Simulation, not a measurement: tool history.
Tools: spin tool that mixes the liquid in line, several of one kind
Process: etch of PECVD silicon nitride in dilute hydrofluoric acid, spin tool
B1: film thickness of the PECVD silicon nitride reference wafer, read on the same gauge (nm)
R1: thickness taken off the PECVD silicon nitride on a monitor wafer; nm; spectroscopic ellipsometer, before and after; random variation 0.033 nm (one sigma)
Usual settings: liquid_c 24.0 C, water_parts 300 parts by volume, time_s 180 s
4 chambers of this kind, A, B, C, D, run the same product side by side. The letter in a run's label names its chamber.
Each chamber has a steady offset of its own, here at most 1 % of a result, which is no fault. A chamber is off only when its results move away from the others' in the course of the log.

-- day=0.371 chamber A: hydrofluoric acid flow meter replaced
run 1C day=0.533 | liquid_c=24.0 water_parts=300 time_s=180 | B1=109.96 | R1=2.0391
run 2B day=0.896 | liquid_c=24.0 water_parts=300 time_s=180 | B1=110.03 | R1=2.0358
run 3A day=1.408 | liquid_c=24.0 water_parts=300 time_s=180 | B1=109.98 | R1=2.0034
run 4D day=2.025 | liquid_c=24.0 water_parts=300 time_s=180 | B1=110.01 | R1=1.9876
run 5B day=2.438 | liquid_c=21.0 water_parts=300 time_s=110 | B1=109.97 | R1=1.0411
run 6D day=3.046 | liquid_c=21.0 water_parts=300 time_s=110 | B1=110.00 | R1=1.0195
run 7A day=3.333 | liquid_c=21.0 water_parts=300 time_s=110 | B1=109.95 | R1=1.0433
run 8C day=3.688 | liquid_c=21.0 water_parts=300 time_s=110 | B1=110.00 | R1=1.0476
run 9A day=4.129 | liquid_c=24.0 water_parts=300 time_s=180 | B1=109.96 | R1=2.0320
run 10C day=4.417 | liquid_c=24.0 water_parts=300 time_s=180 | B1=109.99 | R1=2.0689
run 11B day=4.708 | liquid_c=24.0 water_parts=300 time_s=180 | B1=109.97 | R1=2.0499
run 12D day=5.017 | liquid_c=24.0 water_parts=420 time_s=180 | B1=110.02 | R1=1.4248
run 13D day=5.638 | liquid_c=24.0 water_parts=420 time_s=180 | B1=110.01 | R1=1.4123
run 14B day=5.958 | liquid_c=24.0 water_parts=420 time_s=180 | B1=109.99 | R1=1.5043
run 15C day=6.608 | liquid_c=24.0 water_parts=420 time_s=180 | B1=110.04 | R1=1.4644
run 16A day=7.183 | liquid_c=24.0 water_parts=300 time_s=180 | B1=109.97 | R1=2.0097
run 17D day=7.754 | liquid_c=24.0 water_parts=300 time_s=180 | B1=109.98 | R1=1.9991
run 18B day=8.196 | liquid_c=24.0 water_parts=300 time_s=180 | B1=109.96 | R1=2.0325
run 19C day=8.538 | liquid_c=24.0 water_parts=300 time_s=180 | B1=110.03 | R1=2.0874
run 20A day=9.092 | liquid_c=24.0 water_parts=300 time_s=180 | B1=110.01 | R1=1.9801
run 21A day=9.658 | liquid_c=24.0 water_parts=300 time_s=180 | B1=109.96 | R1=1.9604
run 22B day=10.079 | liquid_c=24.0 water_parts=300 time_s=180 | B1=110.02 | R1=2.0295
run 23C day=10.554 | liquid_c=24.0 water_parts=300 time_s=180 | B1=109.97 | R1=2.1625
run 24D day=10.921 | liquid_c=21.5 water_parts=370 time_s=180 | B1=109.99 | R1=1.4057
run 25A day=11.338 | liquid_c=21.5 water_parts=370 time_s=180 | B1=109.97 | R1=1.4443
run 26C day=11.750 | liquid_c=21.5 water_parts=370 time_s=180 | B1=110.01 | R1=1.5065
run 27B day=12.100 | liquid_c=21.5 water_parts=370 time_s=180 | B1=109.99 | R1=1.4094
run 28D day=12.458 | liquid_c=24.0 water_parts=300 time_s=180 | B1=110.00 | R1=2.0759
run 29A day=12.871 | liquid_c=24.0 water_parts=300 time_s=180 | B1=109.99 | R1=2.0197
run 30B day=13.317 | liquid_c=24.0 water_parts=300 time_s=180 | B1=110.01 | R1=2.0062
run 31C day=13.921 | liquid_c=24.0 water_parts=300 time_s=180 | B1=110.02 | R1=2.2693
run 32D day=14.333 | liquid_c=24.0 water_parts=300 time_s=180 | B1=109.97 | R1=2.0311
run 33A day=14.829 | liquid_c=24.0 water_parts=300 time_s=180 | B1=110.01 | R1=2.0297
-- day=15.350 chamber B: thermometer replaced
run 34D day=15.358 | liquid_c=24.0 water_parts=300 time_s=180 | B1=110.03 | R1=1.9939
run 35B day=16.008 | liquid_c=24.0 water_parts=300 time_s=180 | B1=110.01 | R1=2.0616

What goes on in this fleet: one chamber off, a drifting gauge, or nothing beyond the chambers' own small offsets? Name the chamber and the cause, if any.

Chamber C drifts away from the others.
Cause: liquid hotter than its thermometer reads (K) = 2.09.
The log may not tell that from: hydrofluoric acid flow above the setpoint (%).

Here are 4 candidates for chamber C's next run, each the usual settings with a change, their results left as question marks. Which one brings its results back in line with what the others give on the usual settings?
In line means no further than this from the other chambers' mean on the usual settings: R1 0.1100 nm
run 36C-1 day=16.479 | liquid_c=24.0 water_parts=305 time_s=175 | R1=?
run 36C-2 day=16.479 | liquid_c=24.5 water_parts=300 time_s=200 | R1=?
run 36C-3 day=16.479 | liquid_c=24.0 water_parts=290 time_s=180 | R1=?
run 36C-4 day=16.479 | liquid_c=23.5 water_parts=315 time_s=170 | R1=?

The other chambers' mean on the usual settings: R1 2.0278 nm
run=36C-1 R1=2.2349
run=36C-2 R1=2.6761
run=36C-3 R1=2.4199
run=36C-4 R1=2.0392
36C-4 brings the chamber back in line.
